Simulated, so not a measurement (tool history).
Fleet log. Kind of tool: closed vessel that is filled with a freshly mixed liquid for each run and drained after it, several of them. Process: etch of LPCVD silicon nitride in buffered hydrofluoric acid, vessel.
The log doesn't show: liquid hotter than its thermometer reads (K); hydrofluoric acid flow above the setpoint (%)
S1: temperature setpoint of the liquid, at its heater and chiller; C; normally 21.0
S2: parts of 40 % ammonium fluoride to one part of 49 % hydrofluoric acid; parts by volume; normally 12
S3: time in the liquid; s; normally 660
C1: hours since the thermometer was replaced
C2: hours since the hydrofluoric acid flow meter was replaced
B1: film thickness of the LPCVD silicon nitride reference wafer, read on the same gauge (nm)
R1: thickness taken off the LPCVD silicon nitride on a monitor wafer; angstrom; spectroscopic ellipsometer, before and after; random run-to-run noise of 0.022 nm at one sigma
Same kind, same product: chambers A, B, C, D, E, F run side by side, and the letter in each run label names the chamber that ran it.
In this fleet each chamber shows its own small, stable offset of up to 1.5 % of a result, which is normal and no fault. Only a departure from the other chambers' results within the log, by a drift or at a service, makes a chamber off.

Run 1F, hour 11.8: usual settings; C1 1539.0; C2 502.4; B1 70.027. Result: R1 62.480 angstrom.
Run 2E, hour 18.0: usual settings; C1 237.0; C2 116.1; B1 69.982. Result: R1 61.904 angstrom.
Run 3C, hour 29.6: usual settings; C1 1369.6; C2 223.4; B1 69.973. Result: R1 62.075 angstrom.
Run 4B, hour 37.9: usual settings; C1 601.7; C2 796.4; B1 69.983. Result: R1 62.281 angstrom.
Run 5A, hour 47.5: usual settings; C1 1944.0; C2 665.4; B1 70.010. Result: R1 62.125 angstrom.
Run 6D, hour 56.3: usual settings; C1 196.7; C2 129.0; B1 70.019. Result: R1 61.887 angstrom.
Run 7C, hour 66.0: usual settings; C1 1406.0; C2 259.8; B1 69.990. Result: R1 61.916 angstrom.
Run 8E, hour 74.9: usual settings but S3 850 s; C1 293.9; C2 173.0; B1 70.002. Result: R1 80.001 angstrom.
Run 9A, hour 82.9: usual settings but S3 850 s; C1 1979.4; C2 700.8; B1 69.987. Result: R1 79.435 angstrom.
Run 10B, hour 89.4: usual settings but S3 850 s; C1 653.2; C2 847.9; B1 69.978. Result: R1 80.418 angstrom.
Run 11D, hour 95.3: usual settings but S3 850 s; C1 235.7; C2 168.0; B1 70.042. Result: R1 79.162 angstrom.
Run 12F, hour 106.2: usual settings but S3 850 s; C1 1633.4; C2 596.8; B1 70.007. Result: R1 81.025 angstrom.
Run 13C, hour 116.0: usual settings but S3 850 s; C1 1456.0; C2 309.8; B1 69.994. Result: R1 80.140 angstrom.
Run 14D, hour 121.9: usual settings but S1 17.5 C; C1 262.3; C2 194.6; B1 70.008. Result: R1 50.535 angstrom.
Run 15E, hour 132.0: usual settings but S1 17.5 C; C1 351.0; C2 230.1; B1 69.979. Result: R1 51.112 angstrom.
Run 16F, hour 137.3: usual settings but S1 17.5 C; C1 1664.5; C2 627.9; B1 70.026. Result: R1 51.667 angstrom.
Run 17B, hour 146.6: usual settings but S1 17.5 C; C1 710.4; C2 905.1; B1 69.996. Result: R1 50.872 angstrom.
Run 18A, hour 158.1: usual settings but S1 17.5 C; C1 2054.6; C2 776.0; B1 69.998. Result: R1 50.497 angstrom.
Run 19C, hour 169.9: usual settings but S1 17.5 C; C1 1509.9; C2 363.7; B1 69.979. Result: R1 51.216 angstrom.
Run 20F, hour 176.2: usual settings; C1 1703.4; C2 666.8; B1 69.999. Result: R1 62.354 angstrom.
Run 21B, hour 188.1: usual settings but S1 17.5 C, S2 15 parts by volume; C1 751.9; C2 946.6; B1 70.024. Result: R1 40.765 angstrom.
Run 22E, hour 198.2: usual settings but S1 17.5 C, S2 15 parts by volume; C1 417.2; C2 296.3; B1 69.980. Result: R1 41.222 angstrom.
Run 23D, hour 207.3: usual settings but S1 17.5 C, S2 15 parts by volume; C1 347.7; C2 280.0; B1 70.018. Result: R1 40.744 angstrom.
Run 24A, hour 212.5: usual settings but S1 17.5 C, S2 15 parts by volume; C1 2109.0; C2 830.4; B1 69.998. Result: R1 40.738 angstrom.
Run 25A, hour 218.9: usual settings but S1 17.5 C, S2 15 parts by volume; C1 2115.4; C2 836.8; B1 69.956. Result: R1 40.831 angstrom.
Run 26E, hour 226.8: usual settings but S1 17.5 C, S2 15 parts by volume; C1 445.8; C2 324.9; B1 70.029. Result: R1 41.386 angstrom.
Run 27B, hour 237.9: usual settings; C1 801.7; C2 996.4; B1 69.981. Result: R1 62.012 angstrom.
Run 28C, hour 249.6: usual settings; C1 1589.6; C2 443.4; B1 70.054. Result: R1 62.181 angstrom.
Run 29F, hour 260.8: usual settings; C1 1788.0; C2 751.4; B1 69.991. Result: R1 62.668 angstrom.
Run 30D, hour 268.2: usual settings; C1 408.6; C2 340.9; B1 70.004. Result: R1 61.579 angstrom.
At hour 268.7: chamber B: thermometer replaced.
Run 31A, hour 273.9: usual settings but S1 23.0 C, S2 10 parts by volume; C1 2170.4; C2 891.8; B1 69.987. Result: R1 82.507 angstrom.
Run 32E, hour 281.9: usual settings but S1 23.0 C, S2 10 parts by volume; C1 500.9; C2 380.0; B1 69.959. Result: R1 84.421 angstrom.
Run 33B, hour 291.8: usual settings but S1 23.0 C, S2 10 parts by volume; C1 23.2; C2 1050.3; B1 69.958. Result: R1 82.783 angstrom.
Run 34C, hour 303.0: usual settings but S1 23.0 C, S2 10 parts by volume; C1 1643.0; C2 496.8; B1 70.012. Result: R1 82.289 angstrom.
Run 35D, hour 314.2: usual settings but S1 23.0 C, S2 10 parts by volume; C1 454.6; C2 386.9; B1 69.989. Result: R1 82.639 angstrom.
Run 36F, hour 322.8: usual settings but S1 23.0 C, S2 10 parts by volume; C1 1850.0; C2 813.4; B1 70.029. Result: R1 83.125 angstrom.
Run 37F, hour 329.8: usual settings; C1 1857.0; C2 820.4; B1 69.998. Result: R1 62.545 angstrom.

What goes on in this fleet: one chamber off, a drifting gauge, or nothing beyond the chambers' own small offsets? Name the chamber and the cause, if any.

Chamber E drifts away from the others.
Most likely cause: hydrofluoric acid flow above the setpoint (%) = 3.02.
The log might look much the same if the cause were instead: liquid hotter than its thermometer reads (K).

Here are 4 candidates for chamber E's next run, each the usual settings with a change, their results left as question marks. Which one brings its results back in line with what the others give on the usual settings?
In-line tolerance around the mean of the other chambers on the usual settings: R1 0.760 angstrom
Run 38E-1, hour 338.4: usual settings but S3 680 s. Result: R1 ?.
Run 38E-2, hour 338.4: usual settings but S3 665 s. Result: R1 ?.
Run 38E-3, hour 338.4: usual settings but S3 645 s. Result: R1 ?.
Run 38E-4, hour 338.4: usual settings but S3 655 s. Result: R1 ?.

On the usual settings, the other chambers give on average: R1 62.146 angstrom
  run      R1
38E-1  66.039
38E-2  64.583
38E-3  62.640
38E-4  63.611
Change 38E-3 lands the chamber within the allowed miss of the other chambers.

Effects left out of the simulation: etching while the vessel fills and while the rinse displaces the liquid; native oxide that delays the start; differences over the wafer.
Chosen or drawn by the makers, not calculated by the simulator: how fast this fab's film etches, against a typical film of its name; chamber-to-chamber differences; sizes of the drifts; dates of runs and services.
